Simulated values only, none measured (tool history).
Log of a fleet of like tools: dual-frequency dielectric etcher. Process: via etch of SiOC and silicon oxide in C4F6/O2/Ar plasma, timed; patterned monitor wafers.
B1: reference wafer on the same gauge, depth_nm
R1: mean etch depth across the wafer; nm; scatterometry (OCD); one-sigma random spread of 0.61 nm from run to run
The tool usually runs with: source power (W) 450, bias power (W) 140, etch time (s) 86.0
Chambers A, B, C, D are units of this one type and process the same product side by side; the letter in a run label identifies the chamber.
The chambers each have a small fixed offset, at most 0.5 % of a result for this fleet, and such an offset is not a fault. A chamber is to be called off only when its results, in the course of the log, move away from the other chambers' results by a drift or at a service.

Run 1D, hour 13.0: usual settings; B1 111.33. Result: R1 93.363 nm.
Run 2C, hour 20.9: usual settings; B1 111.07. Result: R1 94.828 nm.
Run 3A, hour 35.1: usual settings; B1 111.07. Result: R1 94.540 nm.
Run 4B, hour 47.5: usual settings; B1 111.27. Result: R1 94.631 nm.
Run 5A, hour 59.4: usual settings but etch time (s) 61.0; B1 111.31. Result: R1 66.167 nm.
Run 6C, hour 74.0: usual settings but etch time (s) 61.0; B1 111.10. Result: R1 66.628 nm.
Run 7B, hour 81.0: usual settings but etch time (s) 61.0; B1 111.40. Result: R1 66.862 nm.
Run 8D, hour 94.3: usual settings but etch time (s) 61.0; B1 111.16. Result: R1 66.233 nm.
Run 9B, hour 101.5: usual settings but etch time (s) 102.5; B1 111.28. Result: R1 111.920 nm.
Run 10C, hour 113.3: usual settings but etch time (s) 102.5; B1 111.15. Result: R1 111.160 nm.
Run 11A, hour 125.3: usual settings but etch time (s) 102.5; B1 111.39. Result: R1 111.370 nm.
Run 12D, hour 139.9: usual settings but etch time (s) 102.5; B1 111.31. Result: R1 111.700 nm.
Run 13B, hour 153.6: usual settings; B1 111.24. Result: R1 94.869 nm.
At hour 166.7: chamber D: wet clean of the chamber.
Run 14A, hour 167.3: usual settings but source power (W) 360, bias power (W) 155; B1 111.27. Result: R1 88.271 nm.
Run 15C, hour 174.4: usual settings but source power (W) 360, bias power (W) 155; B1 111.34. Result: R1 88.796 nm.
Run 16D, hour 184.6: usual settings but source power (W) 360, bias power (W) 155; B1 111.21. Result: R1 89.380 nm.
Run 17A, hour 193.7: usual settings but source power (W) 360, bias power (W) 155; B1 111.13. Result: R1 89.391 nm.
At hour 202.9: chamber A: wet clean of the chamber.
At hour 206.3: chamber B: wet clean of the chamber.
Run 18C, hour 207.0: usual settings but source power (W) 400, bias power (W) 116; B1 111.18. Result: R1 84.108 nm.
Run 19B, hour 220.4: usual settings but source power (W) 400, bias power (W) 116; B1 111.23. Result: R1 85.721 nm.
Run 20D, hour 233.1: usual settings but source power (W) 400, bias power (W) 116; B1 111.12. Result: R1 84.088 nm.
Run 21A, hour 242.6: usual settings but source power (W) 400, bias power (W) 116; B1 111.13. Result: R1 84.392 nm.
Run 22D, hour 253.8: usual settings; B1 111.25. Result: R1 94.422 nm.
Run 23B, hour 261.0: usual settings; B1 111.17. Result: R1 94.005 nm.
Run 24C, hour 270.7: usual settings; B1 111.21. Result: R1 93.644 nm.
Run 25A, hour 283.2: usual settings; B1 111.25. Result: R1 94.197 nm.
Run 26B, hour 294.3: usual settings; B1 111.31. Result: R1 93.708 nm.
Run 27D, hour 308.3: usual settings but bias power (W) 166, etch time (s) 72.5; B1 111.03. Result: R1 83.509 nm.
Run 28C, hour 315.2: usual settings but bias power (W) 166, etch time (s) 72.5; B1 111.26. Result: R1 83.540 nm.
Run 29B, hour 328.7: usual settings but bias power (W) 166, etch time (s) 72.5; B1 111.29. Result: R1 83.720 nm.
Run 30C, hour 340.4: usual settings but bias power (W) 166, etch time (s) 72.5; B1 111.21. Result: R1 83.450 nm.

For the next run the whole fleet of 4 chambers uses the same settings. Give each chamber's results:
Run 31A, hour 350.9: usual settings but etch time (s) 64.5. Result: R1 ?.
Run 31B, hour 350.9: usual settings but etch time (s) 64.5. Result: R1 ?.
Run 31C, hour 350.9: usual settings but etch time (s) 64.5. Result: R1 ?.
Run 31D, hour 350.9: usual settings but etch time (s) 64.5. Result: R1 ?.

run      R1
31A  70.841
31B  70.333
31C  70.002
31D  69.538

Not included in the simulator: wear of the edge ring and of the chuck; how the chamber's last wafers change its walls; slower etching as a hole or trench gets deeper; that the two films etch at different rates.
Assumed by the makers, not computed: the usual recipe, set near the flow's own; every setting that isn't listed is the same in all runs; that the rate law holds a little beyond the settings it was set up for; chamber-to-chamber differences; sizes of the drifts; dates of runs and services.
